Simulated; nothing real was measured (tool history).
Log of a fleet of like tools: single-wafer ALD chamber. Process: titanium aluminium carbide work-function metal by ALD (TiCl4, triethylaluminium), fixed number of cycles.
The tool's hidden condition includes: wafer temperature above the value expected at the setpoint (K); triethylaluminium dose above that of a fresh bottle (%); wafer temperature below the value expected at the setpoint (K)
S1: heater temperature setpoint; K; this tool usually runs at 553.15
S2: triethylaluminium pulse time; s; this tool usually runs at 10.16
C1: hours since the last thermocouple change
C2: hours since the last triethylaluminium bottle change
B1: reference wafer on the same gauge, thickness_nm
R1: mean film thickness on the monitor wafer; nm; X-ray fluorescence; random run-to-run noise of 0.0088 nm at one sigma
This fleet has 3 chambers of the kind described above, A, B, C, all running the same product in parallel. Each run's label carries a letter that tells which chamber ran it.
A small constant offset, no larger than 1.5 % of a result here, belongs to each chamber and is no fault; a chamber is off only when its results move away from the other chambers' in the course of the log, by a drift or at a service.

run	hour	S1	S2	C1	C2	B1	R1
1B	3.7	553.15	10.16	680.4	1859.4	2.1707	1.8481
2C	7.3	553.15	10.16	872	512.5	2.1709	1.8748
3A	10.2	553.15	10.16	475.2	495.4	2.1703	1.8458
4C	14.7	553.15	10.16	879.4	519.9	2.1699	1.8508
5A	18.3	553.15	10.16	483.3	503.5	2.1695	1.8391
6B	22.6	566.15	10.16	699.3	1878.3	2.1693	1.9563
7A	27	566.15	10.16	492	512.2	2.1695	1.948
8B	32.9	566.15	10.16	709.6	1888.6	2.1711	1.9494
9C	37.2	553.15	10.16	901.9	542.4	2.171	1.8488
10A	42.6	553.15	10.16	507.6	527.8	2.1712	1.8201
11B	46.9	553.15	10.16	723.6	1902.6	2.1731	1.8347
12C	53.6	553.15	10.16	918.3	558.8	2.1714	1.8713
13A	58.8	553.15	10.16	523.8	544	2.1693	1.8475
14C	62.9	553.15	10.16	927.6	568.1	2.1698	1.8496
15B	65.9	559.15	7.26	742.6	1921.6	2.1702	1.7853
16C	71.3	559.15	7.26	936	576.5	2.1685	1.7972
17B	74.8	559.15	7.26	751.5	1930.5	2.1687	1.7946
18A	77.9	553.15	10.16	542.9	563.1	2.1714	1.8417
19A	82.7	553.15	10.16	547.7	567.9	2.1702	1.8194
20B	87.7	553.15	13.4	764.4	1943.4	2.1707	1.8695
# hour 90.2: chamber C: triethylaluminium bottle replaced
21C	92.3	553.15	13.4	957	2.2	2.1694	1.8855
22B	96.2	553.15	13.4	772.9	1951.9	2.1711	1.8689
23C	100.3	553.15	10.16	965	10.2	2.1673	1.8436
24A	105.8	553.15	10.16	570.8	591	2.1711	1.8376
25A	111.1	553.15	10.16	576.1	596.3	2.1694	1.8392
26B	115.5	553.15	10.16	792.2	1971.2	2.1701	1.8397
27C	120.9	553.15	10.16	985.6	30.8	2.1688	1.8457
28A	126.6	553.15	10.16	591.6	611.8	2.169	1.8314
29B	132	553.15	10.16	808.7	1987.7	2.1711	1.8387
30C	138.4	566.15	8.38	1003.1	48.3	2.1694	1.8991
31B	144.1	566.15	8.38	820.8	1999.8	2.1696	1.9046
# hour 147.3: chamber B: triethylaluminium bottle replaced
32A	147.4	566.15	8.38	612.4	632.6	2.1694	1.8745
33C	153.3	553.15	10.16	1018	63.2	2.1688	1.8479
34C	156.8	553.15	10.16	1021.5	66.7	2.1725	1.8395
35B	162.7	558.15	8.07	839.4	15.5	2.1698	1.8297
36A	166.5	558.15	8.07	631.5	651.7	2.1698	1.82
37A	169.6	558.15	8.07	634.6	654.8	2.1687	1.8186
38B	173.7	553.15	10.16	850.4	26.5	2.1672	1.8352
39C	178.7	553.15	10.16	1043.4	88.6	2.1695	1.8672
40C	182.8	553.15	10.16	1047.5	92.7	2.1722	1.8583
41B	188.8	553.15	10.16	865.5	41.6	2.1687	1.8355
42A	193.5	553.15	10.16	658.5	678.7	2.1707	1.8403
43B	198.5	553.15	10.16	875.2	51.3	2.1708	1.8482

Does one chamber stand apart from the rest, does the shared gauge drift, or is all well apart from small per-chamber offsets? Give the chamber and the most likely cause, where there is one.

Beyond each chamber's small constant offset nothing stands out, and the gauge stays steady.
